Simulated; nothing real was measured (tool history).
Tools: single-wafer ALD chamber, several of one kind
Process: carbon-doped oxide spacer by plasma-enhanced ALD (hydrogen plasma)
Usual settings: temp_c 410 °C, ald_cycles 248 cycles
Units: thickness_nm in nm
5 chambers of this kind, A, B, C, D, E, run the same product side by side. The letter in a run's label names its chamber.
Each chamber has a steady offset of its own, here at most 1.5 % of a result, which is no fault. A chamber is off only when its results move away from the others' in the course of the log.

run,hour,temp_c,ald_cycles,hours since the last thermocouple change,"read-back reference wafer on the same gauge, thickness_nm",thickness_nm
1D,5.3,410,248,751.8,12.399,11.937
2A,8.9,410,248,758.3,12.394,11.926
3C,11.8,410,248,519.2,12.389,12.055
4E,15.5,410,248,613.1,12.395,11.953
5B,21.6,410,248,667.9,12.392,12.161
6B,27,410,248,673.3,12.388,12.169
7A,32.2,414,248,781.6,12.382,11.769
8E,35.4,414,248,633,12.383,11.81
9C,38.8,414,248,546.2,12.384,11.928
10D,42.9,414,248,789.4,12.38,11.77
11B,46.7,414,248,693,12.379,11.963
12A,52.9,410,248,802.3,12.377,11.895
13C,58.5,410,248,565.9,12.372,12.055
14E,61.8,410,248,659.4,12.371,11.93
15D,67.8,410,248,814.3,12.373,11.925
16C,72.2,410,248,579.6,12.369,12.007
17E,77.9,410,248,675.5,12.364,11.931
18B,83.6,410,248,729.9,12.364,12.125
19D,88.6,410,248,835.1,12.362,11.916
20A,91.7,410,248,841.1,12.361,11.908
21D,95.7,410,248,842.2,12.356,11.876
22A,101.5,421,248,850.9,12.354,11.477
23B,106.9,421,248,753.2,12.354,11.713
24E,110.5,421,248,708.1,12.352,11.476
25C,114.8,421,248,622.2,12.348,11.6
26D,118.3,421,248,864.8,12.347,11.461
27E,123.6,410,248,721.2,12.344,11.883
28A,126.4,410,208,875.8,12.344,9.984
29C,131.7,410,208,639.1,12.342,10.097
30B,137.1,410,208,783.4,12.34,10.147
31B,140.3,410,208,786.6,12.333,10.155
32C,143.8,410,208,651.2,12.336,10.073
33D,148.5,404,230,895,12.332,11.197

Is one chamber off against the others, does the gauge drift, or is nothing wrong? If a chamber is off, say which, and what the likeliest cause is.

The gauge drifts, so all chambers seem to drift together. No chamber is off.
Cause: gauge reads low (%) = 0.549.
